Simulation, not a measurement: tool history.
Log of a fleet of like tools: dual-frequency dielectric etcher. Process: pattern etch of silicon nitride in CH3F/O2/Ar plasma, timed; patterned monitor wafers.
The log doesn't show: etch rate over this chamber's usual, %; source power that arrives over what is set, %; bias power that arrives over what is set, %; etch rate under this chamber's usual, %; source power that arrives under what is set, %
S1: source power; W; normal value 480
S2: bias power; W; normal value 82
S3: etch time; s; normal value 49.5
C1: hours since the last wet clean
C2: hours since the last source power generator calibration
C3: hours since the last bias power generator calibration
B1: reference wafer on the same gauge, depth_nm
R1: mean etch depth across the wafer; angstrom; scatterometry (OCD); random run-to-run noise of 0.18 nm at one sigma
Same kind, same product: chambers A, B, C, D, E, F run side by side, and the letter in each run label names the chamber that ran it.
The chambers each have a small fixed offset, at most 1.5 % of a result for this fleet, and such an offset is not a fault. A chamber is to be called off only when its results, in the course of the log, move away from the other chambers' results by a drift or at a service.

run,hour,S1,S2,S3,C1,C2,C3,B1,R1
1D,6.1,480,82,49.5,104.8,85.4,3777.7,40.864,382.13
2A,13.9,480,82,49.5,29.2,1052.9,915.7,40.76,394.66
3E,22.5,480,82,49.5,252.6,1537.6,1163.2,40.8,388.99
4F,30.4,480,82,49.5,495.5,1429.7,257.8,40.823,388.96
# hour 35.3: chamber B: wet clean of the chamber
5B,37.4,480,82,49.5,2.2,1335,1717.2,40.774,385.88
6C,43.6,480,82,49.5,93.3,1500.5,192.4,40.786,388.51
7C,52.6,480,82,49.5,102.3,1509.5,201.4,40.847,386.19
8E,58.5,420,66,49.5,288.6,1573.6,1199.2,40.847,343.81
9F,65.7,420,66,49.5,530.8,1465,293.1,40.786,342.43
10B,76.6,420,66,49.5,41.4,1374.2,1756.4,40.817,342.11
11D,83.1,420,66,49.5,181.8,162.4,3854.7,40.828,341.27
12A,88.5,420,66,49.5,103.8,1127.5,990.3,40.769,348.58
13D,99.8,420,66,49.5,198.5,179.1,3871.4,40.798,340.17
# hour 101.6: chamber B: bias power generator calibrated
14A,107.7,480,82,49.5,123,1146.7,1009.5,40.843,394.02
15F,118.1,480,82,49.5,583.2,1517.4,345.5,40.763,389.48
16B,128.4,480,82,49.5,93.2,1426,26.9,40.851,388.14
17E,133.7,480,82,49.5,363.8,1648.8,1274.4,40.76,388.87
18C,144.6,480,82,49.5,194.3,1601.5,293.4,40.814,389.88
19A,149.7,480,82,49.5,165,1188.7,1051.5,40.826,393.72
20E,159.9,480,82,49.5,390,1675,1300.6,40.804,389.09
21B,165.8,590,82,49.5,130.6,1463.4,64.3,40.832,418.76
22D,173.1,590,82,49.5,271.8,252.4,3944.7,40.799,418.86
# hour 179.1: chamber F: wet clean of the chamber
23C,182.7,590,82,49.5,232.4,1639.6,331.5,40.745,419.23
24F,190.9,590,82,49.5,11.9,1590.2,418.3,40.788,441.38
25A,196.6,590,82,49.5,211.9,1235.6,1098.4,40.774,423.72
26D,203,590,82,49.5,301.7,282.3,3974.6,40.814,419.33
27C,210.5,480,82,49.5,260.2,1667.4,359.3,40.817,389.62
28E,221.7,480,82,49.5,451.8,1736.8,1362.4,40.797,386.9
29B,227.1,480,82,49.5,191.9,1524.7,125.6,40.81,386.65
30F,234.5,480,82,49.5,55.5,1633.8,461.9,40.844,405.99
31B,244.9,480,82,49.5,209.7,1542.5,143.4,40.763,386.48
32D,256.4,480,82,49.5,355.1,335.7,4028,40.8,385.29
33A,264.3,480,82,49.5,279.6,1303.3,1166.1,40.786,394.48
34E,275.6,480,82,49.5,505.7,1790.7,1416.3,40.792,388.94
35F,281.2,480,82,35,102.2,1680.5,508.6,40.808,285.5
36C,288.8,480,82,35,338.5,1745.7,437.6,40.811,275.8

All 6 chambers run these settings next. Forecast each chamber's results:
37A,297.1,480,82,49.5,,,,,?
37B,297.1,480,82,49.5,,,,,?
37C,297.1,480,82,49.5,,,,,?
37D,297.1,480,82,49.5,,,,,?
37E,297.1,480,82,49.5,,,,,?
37F,297.1,480,82,49.5,,,,,?

run,R1
37A,395.88
37B,387.95
37C,389.61
37D,387.88
37E,388.4
37F,407.09

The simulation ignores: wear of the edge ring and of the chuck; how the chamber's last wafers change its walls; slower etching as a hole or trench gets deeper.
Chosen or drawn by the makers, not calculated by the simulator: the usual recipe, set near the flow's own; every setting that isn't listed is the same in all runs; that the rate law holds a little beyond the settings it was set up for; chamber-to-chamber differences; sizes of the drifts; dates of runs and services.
